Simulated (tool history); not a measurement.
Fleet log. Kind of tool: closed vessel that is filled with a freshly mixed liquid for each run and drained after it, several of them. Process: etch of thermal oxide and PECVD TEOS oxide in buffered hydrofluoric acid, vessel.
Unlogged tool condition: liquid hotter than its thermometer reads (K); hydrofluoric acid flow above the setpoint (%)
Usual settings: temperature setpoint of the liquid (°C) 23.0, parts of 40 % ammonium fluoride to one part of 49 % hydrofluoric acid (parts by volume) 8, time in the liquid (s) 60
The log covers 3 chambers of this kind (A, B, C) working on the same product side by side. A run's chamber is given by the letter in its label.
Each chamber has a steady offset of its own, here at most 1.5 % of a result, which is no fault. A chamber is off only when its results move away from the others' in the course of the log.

run	hour	temperature setpoint of the liquid (°C)	parts of 40 % ammonium fluoride to one part of 49 % hydrofluoric acid (parts by volume)	time in the liquid (s)	hours since the thermometer was replaced	hours since the hydrofluoric acid flow meter was replaced	read-back film thickness of the thermal oxide reference wafer, read on the same gauge (nm)	read-back film thickness of the PECVD TEOS oxide reference wafer, read on the same gauge (nm)	thickness taken off the thermal oxide on a monitor wafer (angstrom)	thickness taken off the PECVD TEOS oxide on a monitor wafer (angstrom)
1A	10.2	23.0	8	60	761.7	462.6	39.992	99.994	788.36	872.62
2B	18.4	23.0	8	60	475.3	861.9	40.019	100.020	790.35	859.06
3C	24.0	23.0	8	60	146.8	871.6	40.001	100.010	776.60	866.11
4A	31.1	23.0	8	60	782.6	483.5	39.999	99.988	794.84	861.02
5C	37.9	23.0	8	75	160.7	885.5	39.997	99.996	958.63	1066.50
6B	43.8	23.0	8	75	500.7	887.3	40.016	100.020	983.07	1051.60
7A	48.4	23.0	8	75	799.9	500.8	40.019	99.992	994.82	1077.30
8C	55.5	23.0	8	60	178.3	903.1	40.021	100.030	774.23	862.56
# hour 58.0: chamber A: thermometer replaced
9B	62.0	23.0	8	60	518.9	905.5	40.000	99.991	781.85	850.43
10B	71.9	23.0	8	60	528.8	915.4	40.021	99.982	783.76	856.72
11A	76.6	23.0	8	60	18.7	529.0	40.012	100.010	788.58	886.22
12C	85.6	23.0	8	60	208.4	933.2	40.003	100.010	772.39	846.84
13B	94.1	23.0	8	60	551.0	937.6	39.999	100.010	785.25	854.54
14A	103.6	23.0	8	60	45.7	556.0	39.993	99.986	790.80	869.48
15C	112.7	23.0	8	60	235.5	960.3	39.973	100.010	775.49	856.46
16B	118.6	23.0	8	60	575.5	962.1	39.995	99.982	787.87	852.41
17A	124.2	23.0	8	60	66.3	576.6	39.982	99.979	795.84	856.41
18C	130.9	23.0	8	60	253.7	978.5	40.008	100.010	775.95	854.98
19A	137.3	23.0	8	60	79.4	589.7	40.001	100.000	787.72	857.42
20C	142.1	23.0	8	60	264.9	989.7	40.001	100.010	771.67	862.76
21B	146.8	23.0	8	60	603.7	990.3	40.002	100.000	785.06	850.27
22C	153.4	23.0	8	60	276.2	1001.0	40.005	99.990	772.68	856.15
# hour 154.1: chamber C: hydrofluoric acid flow meter replaced
23A	161.7	23.0	8	60	103.8	614.1	39.993	99.997	793.42	863.33
24B	168.1	23.0	8	60	625.0	1011.6	40.002	100.010	782.13	843.96
25A	174.9	23.0	8	60	117.0	627.3	40.012	99.989	788.97	865.33
26C	180.3	23.0	8	60	303.1	26.2	40.015	99.977	774.79	859.84
27B	190.2	27.0	10	60	647.1	1033.7	39.993	100.010	805.93	876.07
28A	196.4	27.0	10	60	138.5	648.8	40.000	99.972	808.54	866.73
29B	204.2	27.0	10	60	661.1	1047.7	39.997	100.030	803.68	886.92
30C	209.2	20.5	5	60	332.0	55.1	39.986	100.000	1041.70	1137.90
31B	219.1	20.5	5	60	676.0	1062.6	40.006	100.020	1068.50	1134.10
32C	227.6	20.5	5	60	350.4	73.5	39.995	99.984	1034.30	1140.50
33A	233.8	23.0	8	60	175.9	686.2	39.991	99.986	788.33	874.61
34A	238.7	18.0	10	60	180.8	691.1	40.007	100.010	495.18	542.66
35C	246.2	18.0	10	60	369.0	92.1	40.007	100.010	476.34	533.81
36B	256.4	18.0	10	60	713.3	1099.9	39.991	100.040	488.01	525.96
37C	265.5	23.0	8	60	388.3	111.4	39.995	100.010	777.75	871.59

Decide between three cases: one chamber stands off from its peers, the gauge reading all wafers drifts, or nothing is wrong past each chamber's small offset. Where a chamber is off, say which and what most likely put it there.

Neither any chamber nor the gauge drifts; the chambers differ only by their own small, steady offsets.
